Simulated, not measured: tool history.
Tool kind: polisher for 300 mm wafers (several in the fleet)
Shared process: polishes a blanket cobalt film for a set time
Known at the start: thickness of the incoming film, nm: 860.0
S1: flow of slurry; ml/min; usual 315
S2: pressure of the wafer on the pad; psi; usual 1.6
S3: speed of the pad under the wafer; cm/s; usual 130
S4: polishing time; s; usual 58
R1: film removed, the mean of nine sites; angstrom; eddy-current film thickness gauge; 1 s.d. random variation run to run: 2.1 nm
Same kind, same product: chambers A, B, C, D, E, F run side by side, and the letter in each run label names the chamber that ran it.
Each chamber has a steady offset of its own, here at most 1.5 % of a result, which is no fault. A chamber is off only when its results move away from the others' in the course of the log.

Run 1D, hour 6.7: usual settings. Result: R1 3063.4 angstrom.
Run 2A, hour 17.2: usual settings. Result: R1 3135.8 angstrom.
At hour 21.7: chamber B: slurry nozzle cleaned.
At hour 23.0: chamber C: worn pad replaced by a new one.
At hour 23.0: chamber D: worn pad replaced by a new one.
At hour 24.7: chamber A: worn pad replaced by a new one.
At hour 25.0: chamber F: worn pad replaced by a new one.
Run 3C, hour 27.5: usual settings. Result: R1 3089.2 angstrom.
Run 4E, hour 36.6: usual settings. Result: R1 3114.4 angstrom.
Run 5B, hour 41.7: usual settings. Result: R1 3087.6 angstrom.
At hour 43.7: chamber F: slurry nozzle cleaned.
Run 6F, hour 50.1: usual settings but S3 116 cm/s. Result: R1 2790.9 angstrom.
Run 7A, hour 56.7: usual settings but S3 116 cm/s. Result: R1 2793.0 angstrom.
At hour 57.5: chamber B: worn pad replaced by a new one.
Run 8F, hour 66.0: usual settings but S3 116 cm/s. Result: R1 2739.0 angstrom.
Run 9C, hour 74.5: usual settings but S3 116 cm/s. Result: R1 2750.1 angstrom.
Run 10D, hour 82.5: usual settings but S3 116 cm/s. Result: R1 2749.9 angstrom.
Run 11B, hour 90.6: usual settings but S3 116 cm/s. Result: R1 2742.6 angstrom.
Run 12E, hour 101.0: usual settings. Result: R1 3095.5 angstrom.
Run 13A, hour 107.2: usual settings. Result: R1 3161.6 angstrom.
Run 14B, hour 115.2: usual settings. Result: R1 3075.6 angstrom.
At hour 121.5: chamber D: worn pad replaced by a new one.
At hour 124.3: chamber A: slurry nozzle cleaned.
Run 15D, hour 125.9: usual settings. Result: R1 3076.2 angstrom.
Run 16E, hour 131.5: usual settings. Result: R1 3075.1 angstrom.
At hour 133.1: chamber F: worn pad replaced by a new one.
Run 17C, hour 142.1: usual settings. Result: R1 3082.3 angstrom.
Run 18F, hour 151.8: usual settings but S2 1.2 psi, S4 76 s. Result: R1 3052.8 angstrom.
Run 19A, hour 158.1: usual settings but S2 1.2 psi, S4 76 s. Result: R1 3056.3 angstrom.
Run 20C, hour 165.5: usual settings but S2 1.2 psi, S4 76 s. Result: R1 3049.8 angstrom.
At hour 174.0: chamber E: worn pad replaced by a new one.
At hour 176.5: chamber E: head pressure recalibrated.
Run 21B, hour 176.8: usual settings but S2 1.2 psi, S4 76 s. Result: R1 3011.9 angstrom.
Run 22E, hour 182.7: usual settings but S2 1.2 psi, S4 76 s. Result: R1 3039.0 angstrom.
At hour 188.2: chamber A: worn pad replaced by a new one.
Run 23D, hour 192.1: usual settings but S2 1.2 psi, S4 76 s. Result: R1 3005.4 angstrom.
Run 24F, hour 201.0: usual settings. Result: R1 3097.1 angstrom.
Run 25E, hour 206.4: usual settings. Result: R1 3096.4 angstrom.
At hour 206.7: chamber B: worn pad replaced by a new one.
At hour 207.3: chamber D: worn pad replaced by a new one.
Run 26C, hour 213.1: usual settings. Result: R1 3098.3 angstrom.
Run 27F, hour 224.5: usual settings. Result: R1 3113.4 angstrom.
Run 28D, hour 229.8: usual settings. Result: R1 3079.0 angstrom.
Run 29A, hour 236.4: usual settings but S2 1.8 psi. Result: R1 3562.7 angstrom.
Run 30B, hour 247.1: usual settings but S2 1.8 psi. Result: R1 3429.6 angstrom.
At hour 252.1: chamber F: worn pad replaced by a new one.
At hour 255.4: chamber C: worn pad replaced by a new one.
Run 31D, hour 257.9: usual settings but S2 1.8 psi. Result: R1 3412.2 angstrom.
At hour 260.4: chamber D: head pressure recalibrated.
Run 32A, hour 262.9: usual settings but S2 1.8 psi. Result: R1 3555.4 angstrom.
Run 33E, hour 269.7: usual settings but S2 1.8 psi. Result: R1 3497.5 angstrom.
Run 34F, hour 276.0: usual settings but S2 1.8 psi. Result: R1 3505.6 angstrom.
At hour 284.9: chamber F: slurry nozzle cleaned.
Run 35C, hour 286.4: usual settings. Result: R1 3115.7 angstrom.
At hour 290.7: chamber D: worn pad replaced by a new one.
Run 36B, hour 293.6: usual settings but S4 71 s. Result: R1 3721.6 angstrom.
Run 37B, hour 303.8: usual settings but S4 71 s. Result: R1 3739.0 angstrom.
Run 38A, hour 309.1: usual settings but S4 71 s. Result: R1 3849.4 angstrom.
Run 39E, hour 318.8: usual settings but S4 71 s. Result: R1 3770.2 angstrom.
Run 40F, hour 325.3: usual settings but S4 71 s. Result: R1 3798.6 angstrom.
Run 41D, hour 333.8: usual settings but S4 71 s. Result: R1 3778.5 angstrom.

Next, all 6 chambers run the settings below, one line each with question marks for the results. What does each chamber give?
Run 42A, hour 342.1: usual settings. Result: R1 ?.
Run 42B, hour 342.1: usual settings. Result: R1 ?.
Run 42C, hour 342.1: usual settings. Result: R1 ?.
Run 42D, hour 342.1: usual settings. Result: R1 ?.
Run 42E, hour 342.1: usual settings. Result: R1 ?.
Run 42F, hour 342.1: usual settings. Result: R1 ?.

run      R1
42A  3147.1
42B  3058.7
42C  3109.0
42D  3057.3
42E  3102.9
42F  3134.2
